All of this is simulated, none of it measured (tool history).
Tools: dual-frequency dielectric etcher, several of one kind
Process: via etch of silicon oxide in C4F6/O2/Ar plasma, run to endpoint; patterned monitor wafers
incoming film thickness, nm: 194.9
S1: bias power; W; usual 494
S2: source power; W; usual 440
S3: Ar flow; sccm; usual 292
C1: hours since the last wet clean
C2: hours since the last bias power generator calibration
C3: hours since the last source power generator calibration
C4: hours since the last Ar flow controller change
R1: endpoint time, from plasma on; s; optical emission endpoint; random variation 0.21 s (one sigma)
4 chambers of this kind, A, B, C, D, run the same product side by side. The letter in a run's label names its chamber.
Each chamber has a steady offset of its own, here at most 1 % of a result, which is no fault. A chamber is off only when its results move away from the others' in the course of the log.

{"run": "1A", "hour": 9.6, "S1": 494, "S2": 440, "S3": 292, "C1": 276.5, "C2": 2596.1, "C3": 389.1, "C4": 297.4, "R1": 41.63}
{"run": "2C", "hour": 20.9, "S1": 494, "S2": 440, "S3": 292, "C1": 475.5, "C2": 1808.5, "C3": 2342.9, "C4": 2573.5, "R1": 41.423}
{"run": "3B", "hour": 33.8, "S1": 494, "S2": 440, "S3": 292, "C1": 424.9, "C2": 3822.4, "C3": 1590.9, "C4": 1435.1, "R1": 40.657}
{"hour": 39.2, "done": "chamber D: bias power generator calibrated"}
{"run": "4D", "hour": 42.1, "S1": 494, "S2": 440, "S3": 292, "C1": 263.2, "C2": 2.9, "C3": 3691.9, "C4": 1892.1, "R1": 41.574}
{"hour": 46.3, "done": "chamber B: wet clean of the chamber"}
{"run": "5B", "hour": 52.7, "S1": 494, "S2": 440, "S3": 292, "C1": 6.5, "C2": 3841.3, "C3": 1609.8, "C4": 1454, "R1": 41.099}
{"run": "6A", "hour": 61.2, "S1": 494, "S2": 500, "S3": 228, "C1": 328.1, "C2": 2647.7, "C3": 440.7, "C4": 349, "R1": 38.846}
{"hour": 62.7, "done": "chamber C: wet clean of the chamber"}
{"run": "7C", "hour": 75.1, "S1": 494, "S2": 500, "S3": 228, "C1": 12.5, "C2": 1862.7, "C3": 2397.1, "C4": 2627.7, "R1": 38.59}
{"run": "8D", "hour": 85.5, "S1": 494, "S2": 500, "S3": 228, "C1": 306.6, "C2": 46.3, "C3": 3735.3, "C4": 1935.5, "R1": 38.711}
{"run": "9D", "hour": 96.5, "S1": 494, "S2": 500, "S3": 228, "C1": 317.6, "C2": 57.3, "C3": 3746.3, "C4": 1946.5, "R1": 38.423}
{"hour": 102.6, "done": "chamber A: wet clean of the chamber"}
{"run": "10B", "hour": 105.8, "S1": 494, "S2": 440, "S3": 292, "C1": 59.6, "C2": 3894.4, "C3": 1662.9, "C4": 1507.1, "R1": 41.223}
{"run": "11A", "hour": 117.7, "S1": 494, "S2": 530, "S3": 292, "C1": 15.1, "C2": 2704.2, "C3": 497.2, "C4": 405.5, "R1": 40.525}
{"run": "12C", "hour": 125.9, "S1": 494, "S2": 530, "S3": 292, "C1": 63.3, "C2": 1913.5, "C3": 2447.9, "C4": 2678.5, "R1": 39.138}
{"run": "13A", "hour": 134.1, "S1": 494, "S2": 530, "S3": 292, "C1": 31.5, "C2": 2720.6, "C3": 513.6, "C4": 421.9, "R1": 40.988}
{"run": "14C", "hour": 142.9, "S1": 494, "S2": 530, "S3": 292, "C1": 80.3, "C2": 1930.5, "C3": 2464.9, "C4": 2695.5, "R1": 38.754}
{"run": "15D", "hour": 151.2, "S1": 494, "S2": 440, "S3": 292, "C1": 372.3, "C2": 112, "C3": 3801, "C4": 2001.2, "R1": 41.629}
{"run": "16B", "hour": 161.8, "S1": 494, "S2": 440, "S3": 292, "C1": 115.6, "C2": 3950.4, "C3": 1718.9, "C4": 1563.1, "R1": 40.915}
{"run": "17C", "hour": 177.1, "S1": 494, "S2": 440, "S3": 292, "C1": 114.5, "C2": 1964.7, "C3": 2499.1, "C4": 2729.7, "R1": 41.312}
{"hour": 181.2, "done": "chamber C: bias power generator calibrated"}
{"run": "18A", "hour": 188.9, "S1": 494, "S2": 440, "S3": 292, "C1": 86.3, "C2": 2775.4, "C3": 568.4, "C4": 476.7, "R1": 43.245}
{"run": "19B", "hour": 197.6, "S1": 494, "S2": 440, "S3": 292, "C1": 151.4, "C2": 3986.2, "C3": 1754.7, "C4": 1598.9, "R1": 40.661}
{"run": "20D", "hour": 206.3, "S1": 494, "S2": 440, "S3": 292, "C1": 427.4, "C2": 167.1, "C3": 3856.1, "C4": 2056.3, "R1": 41.436}
{"run": "21B", "hour": 219.6, "S1": 534, "S2": 350, "S3": 292, "C1": 173.4, "C2": 4008.2, "C3": 1776.7, "C4": 1620.9, "R1": 43.648}
{"run": "22D", "hour": 229.9, "S1": 534, "S2": 350, "S3": 292, "C1": 451, "C2": 190.7, "C3": 3879.7, "C4": 2079.9, "R1": 44.041}
{"run": "23A", "hour": 243.1, "S1": 534, "S2": 350, "S3": 292, "C1": 140.5, "C2": 2829.6, "C3": 622.6, "C4": 530.9, "R1": 45.738}
{"run": "24C", "hour": 252.9, "S1": 534, "S2": 350, "S3": 292, "C1": 190.3, "C2": 71.8, "C3": 2574.9, "C4": 2805.5, "R1": 44.13}

Is one chamber off against the others, does the gauge drift, or is nothing wrong? If a chamber is off, say which, and what the likeliest cause is.

A service left chamber A off against the others.
Cause: etch rate under this chamber's usual, % = 3.97.

Here are 4 candidates for chamber A's next run, each the usual settings with a change, their results left as question marks. Which one brings its results back in line with what the others give on the usual settings?
In line means no further than this from the other chambers' mean on the usual settings: R1 0.72 s
{"run": "25A-1", "hour": 264.6, "S1": 524, "S2": 470, "S3": 287, "R1": "?"}
{"run": "25A-2", "hour": 264.6, "S1": 464, "S2": 410, "S3": 297, "R1": "?"}
{"run": "25A-3", "hour": 264.6, "S1": 435, "S2": 390, "S3": 302, "R1": "?"}
{"run": "25A-4", "hour": 264.6, "S1": 553, "S2": 490, "S3": 282, "R1": "?"}

The other chambers' mean on the usual settings: R1 41.459 s
run=25A-1 R1=41.269
run=25A-2 R1=45.584
run=25A-3 R1=47.643
run=25A-4 R1=39.749
25A-1 brings the chamber back in line.
